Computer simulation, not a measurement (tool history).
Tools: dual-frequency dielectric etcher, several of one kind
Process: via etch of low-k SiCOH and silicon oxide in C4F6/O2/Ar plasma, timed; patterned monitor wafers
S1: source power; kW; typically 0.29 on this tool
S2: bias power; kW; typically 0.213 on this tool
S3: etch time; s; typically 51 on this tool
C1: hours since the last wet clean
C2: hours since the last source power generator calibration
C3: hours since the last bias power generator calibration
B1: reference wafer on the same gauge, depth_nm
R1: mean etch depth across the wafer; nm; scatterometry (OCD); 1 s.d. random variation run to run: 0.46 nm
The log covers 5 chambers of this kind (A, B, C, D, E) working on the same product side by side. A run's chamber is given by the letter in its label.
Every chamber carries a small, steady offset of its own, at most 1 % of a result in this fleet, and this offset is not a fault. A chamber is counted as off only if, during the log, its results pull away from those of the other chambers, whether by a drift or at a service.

run	day	S1	S2	S3	C1	C2	C3	B1	R1
1C	0.196	0.29	0.213	51	81.3	3459.1	1214.7	139.02	123.9
2D	0.446	0.29	0.213	51	326.1	3142.5	1551.2	139.06	123.07
3E	0.708	0.29	0.213	51	349.2	2698.7	825.2	139.04	122.29
4B	1.012	0.29	0.213	51	162.1	2533.3	327.6	138.93	123.5
5A	1.3	0.29	0.257	51	126.6	3304.9	1420.8	139.04	132.02
6E	1.629	0.29	0.257	51	371.3	2720.8	847.3	138.89	131.36
7C	1.858	0.29	0.257	51	121.2	3499	1254.6	138.98	133.61
8D	2.054	0.29	0.257	51	364.7	3181.1	1589.8	138.88	130.3
9B	2.321	0.29	0.257	51	193.5	2564.7	359	139.07	133.72
10A	2.588	0.29	0.213	51	157.5	3335.8	1451.7	138.97	124.82
11B	2.8	0.29	0.213	51	205	2576.2	370.5	138.88	123.93
12C	2.983	0.29	0.197	51	148.2	3526	1281.6	138.99	120.86
13A	3.162	0.29	0.197	51	171.3	3349.6	1465.5	138.98	120.71
14D	3.446	0.29	0.197	51	398.1	3214.5	1623.2	139.08	120.33
15E	3.696	0.29	0.197	51	420.9	2770.4	896.9	139.04	118.97
16D	3.854	0.29	0.197	51	407.9	3224.3	1633	138.94	119.55
17A	4.117	0.29	0.213	51	194.2	3372.5	1488.4	139.03	123.79
18E	4.354	0.34	0.213	46	436.7	2786.2	912.7	138.96	117.71
19C	4.667	0.34	0.213	46	188.6	3566.4	1322	138.85	118.86
20B	4.946	0.34	0.213	46	256.5	2627.7	422	139.05	118.01
21E	5.283	0.34	0.213	46	459	2808.5	935	139.07	117.14
22C	5.533	0.34	0.213	46	209.4	3587.2	1342.8	138.94	119.1
23D	5.846	0.29	0.213	51	455.7	3272.1	1680.8	138.95	122.72
24B	6.058	0.29	0.213	51	283.2	2654.4	448.7	138.98	124.49
# day 6.117: chamber E: wet clean of the chamber
25A	6.392	0.29	0.213	51	248.8	3427.1	1543	138.95	123.98
26B	6.558	0.29	0.213	51	295.2	2666.4	460.7	139.05	124.99
27C	6.717	0.29	0.213	51	237.8	3615.6	1371.2	139.04	124.78
28A	7.029	0.29	0.213	51	264.1	3442.4	1558.3	138.82	124.73
29E	7.188	0.29	0.213	51	25.8	2854.2	980.7	139.01	122.48
30D	7.433	0.33	0.213	51	493.8	3310.2	1718.9	139.07	129.33
31E	7.708	0.33	0.213	51	38.3	2866.7	993.2	138.97	129.91
32B	8.004	0.33	0.213	51	329.9	2701.1	495.4	139.14	130.68
33C	8.333	0.33	0.213	51	276.6	3654.4	1410	138.81	130.75

Is one chamber out of step, is the gauge drifting, or do the chambers differ by no more than their own small offsets? For an off chamber, give its letter and the likeliest cause.

Neither any chamber nor the gauge drifts; the chambers differ only by their own small, steady offsets.

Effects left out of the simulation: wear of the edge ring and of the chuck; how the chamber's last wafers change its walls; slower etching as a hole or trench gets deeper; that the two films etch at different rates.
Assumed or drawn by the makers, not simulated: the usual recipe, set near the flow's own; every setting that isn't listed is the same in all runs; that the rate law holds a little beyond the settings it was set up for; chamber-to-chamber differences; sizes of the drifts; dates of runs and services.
